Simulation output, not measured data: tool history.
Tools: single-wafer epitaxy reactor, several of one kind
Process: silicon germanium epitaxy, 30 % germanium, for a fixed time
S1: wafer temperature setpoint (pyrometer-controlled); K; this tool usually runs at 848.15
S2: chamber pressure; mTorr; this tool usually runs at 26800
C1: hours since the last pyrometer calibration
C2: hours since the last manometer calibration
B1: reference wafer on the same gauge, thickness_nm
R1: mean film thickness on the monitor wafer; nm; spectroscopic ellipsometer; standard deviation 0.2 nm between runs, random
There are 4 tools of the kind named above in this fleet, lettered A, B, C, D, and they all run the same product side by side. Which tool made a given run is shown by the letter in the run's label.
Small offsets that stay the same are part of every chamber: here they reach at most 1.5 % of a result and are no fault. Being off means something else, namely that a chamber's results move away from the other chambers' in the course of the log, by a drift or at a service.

run 1C hour=11.2 | S1=848.15 S2=26800 | C1=944.1 C2=509.4 | B1=33.385 | R1=41.027
run 2A hour=20.2 | S1=848.15 S2=26800 | C1=1312.4 C2=152.4 | B1=33.403 | R1=41.694
run 3B hour=31.4 | S1=848.15 S2=26800 | C1=582.2 C2=2111.8 | B1=33.425 | R1=41.137
run 4D hour=38 | S1=848.15 S2=26800 | C1=1697 C2=1582.1 | B1=33.391 | R1=41.176
run 5D hour=46 | S1=848.15 S2=26800 | C1=1705 C2=1590.1 | B1=33.399 | R1=40.864
run 6C hour=56 | S1=848.15 S2=26800 | C1=988.9 C2=554.2 | B1=33.402 | R1=41.498
run 7B hour=61 | S1=848.15 S2=26800 | C1=611.8 C2=2141.4 | B1=33.417 | R1=41.19
run 8A hour=72 | S1=848.15 S2=26800 | C1=1364.2 C2=204.2 | B1=33.363 | R1=41.467
run 9D hour=81.2 | S1=848.15 S2=26800 | C1=1740.2 C2=1625.3 | B1=33.418 | R1=41.194
run 10C hour=89 | S1=848.15 S2=26800 | C1=1021.9 C2=587.2 | B1=33.367 | R1=41.357
run 11A hour=98.7 | S1=848.15 S2=26800 | C1=1390.9 C2=230.9 | B1=33.379 | R1=41.573
run 12B hour=108.1 | S1=848.15 S2=26800 | C1=658.9 C2=2188.5 | B1=33.427 | R1=41.434
run 13D hour=114.4 | S1=848.15 S2=24000 | C1=1773.4 C2=1658.5 | B1=33.377 | R1=39.233
run 14A hour=120.8 | S1=848.15 S2=24000 | C1=1413 C2=253 | B1=33.376 | R1=40.079
run 15B hour=131.2 | S1=848.15 S2=24000 | C1=682 C2=2211.6 | B1=33.447 | R1=39.556
run 16C hour=138.2 | S1=848.15 S2=24000 | C1=1071.1 C2=636.4 | B1=33.365 | R1=39.377
run 17A hour=147.7 | S1=848.15 S2=26800 | C1=1439.9 C2=279.9 | B1=33.412 | R1=41.898
run 18C hour=154.4 | S1=848.15 S2=26800 | C1=1087.3 C2=652.6 | B1=33.386 | R1=41.546
run 19D hour=164.9 | S1=834.15 S2=28800 | C1=1823.9 C2=1709 | B1=33.399 | R1=32.195
-- hour=171.7 chamber D: pyrometer calibrated
run 20B hour=172 | S1=834.15 S2=28800 | C1=722.8 C2=2252.4 | B1=33.378 | R1=32.292
run 21D hour=178 | S1=834.15 S2=28800 | C1=6.4 C2=1722.1 | B1=33.367 | R1=33.687
run 22B hour=186.2 | S1=834.15 S2=28800 | C1=737 C2=2266.6 | B1=33.406 | R1=31.887
run 23A hour=195.9 | S1=848.15 S2=26800 | C1=1488.1 C2=328.1 | B1=33.398 | R1=41.487
run 24C hour=201.9 | S1=848.15 S2=26800 | C1=1134.8 C2=700.1 | B1=33.41 | R1=41.22
run 25D hour=211.2 | S1=848.15 S2=26800 | C1=39.6 C2=1755.3 | B1=33.408 | R1=43.168
run 26C hour=216.1 | S1=848.15 S2=26800 | C1=1149 C2=714.3 | B1=33.397 | R1=40.902
run 27B hour=223.3 | S1=848.15 S2=26800 | C1=774.1 C2=2303.7 | B1=33.418 | R1=40.932
run 28A hour=234.3 | S1=848.15 S2=26800 | C1=1526.5 C2=366.5 | B1=33.402 | R1=41.86
run 29D hour=239.9 | S1=848.15 S2=26800 | C1=68.3 C2=1784 | B1=33.405 | R1=43.57
run 30B hour=245.2 | S1=848.15 S2=26800 | C1=796 C2=2325.6 | B1=33.398 | R1=40.896
run 31C hour=250.2 | S1=848.15 S2=26800 | C1=1183.1 C2=748.4 | B1=33.397 | R1=41.169
run 32A hour=260.1 | S1=859.15 S2=26800 | C1=1552.3 C2=392.3 | B1=33.374 | R1=52.078
run 33D hour=270.3 | S1=859.15 S2=26800 | C1=98.7 C2=1814.4 | B1=33.358 | R1=53.774
run 34A hour=280.4 | S1=859.15 S2=26800 | C1=1572.6 C2=412.6 | B1=33.404 | R1=52.004
run 35B hour=287.4 | S1=859.15 S2=26800 | C1=838.2 C2=2367.8 | B1=33.377 | R1=51.18
run 36C hour=293 | S1=848.15 S2=26800 | C1=1225.9 C2=791.2 | B1=33.41 | R1=41.061
run 37C hour=302.1 | S1=848.15 S2=26800 | C1=1235 C2=800.3 | B1=33.354 | R1=41.782
run 38A hour=308.9 | S1=848.15 S2=26800 | C1=1601.1 C2=441.1 | B1=33.363 | R1=41.7
run 39B hour=318.6 | S1=848.15 S2=23800 | C1=869.4 C2=2399 | B1=33.413 | R1=39.197
run 40D hour=323.8 | S1=848.15 S2=23800 | C1=152.2 C2=1867.9 | B1=33.424 | R1=41.667
run 41B hour=328.8 | S1=848.15 S2=23800 | C1=879.6 C2=2409.2 | B1=33.378 | R1=39.542

Next, all 4 chambers run the settings below, one line each with question marks for the results. What does each chamber give?
run 42A hour=336.8 | S1=841.15 S2=26800 | R1=?
run 42B hour=336.8 | S1=841.15 S2=26800 | R1=?
run 42C hour=336.8 | S1=841.15 S2=26800 | R1=?
run 42D hour=336.8 | S1=841.15 S2=26800 | R1=?

run=42A R1=36.2
run=42B R1=36.153
run=42C R1=36.069
run=42D R1=37.835
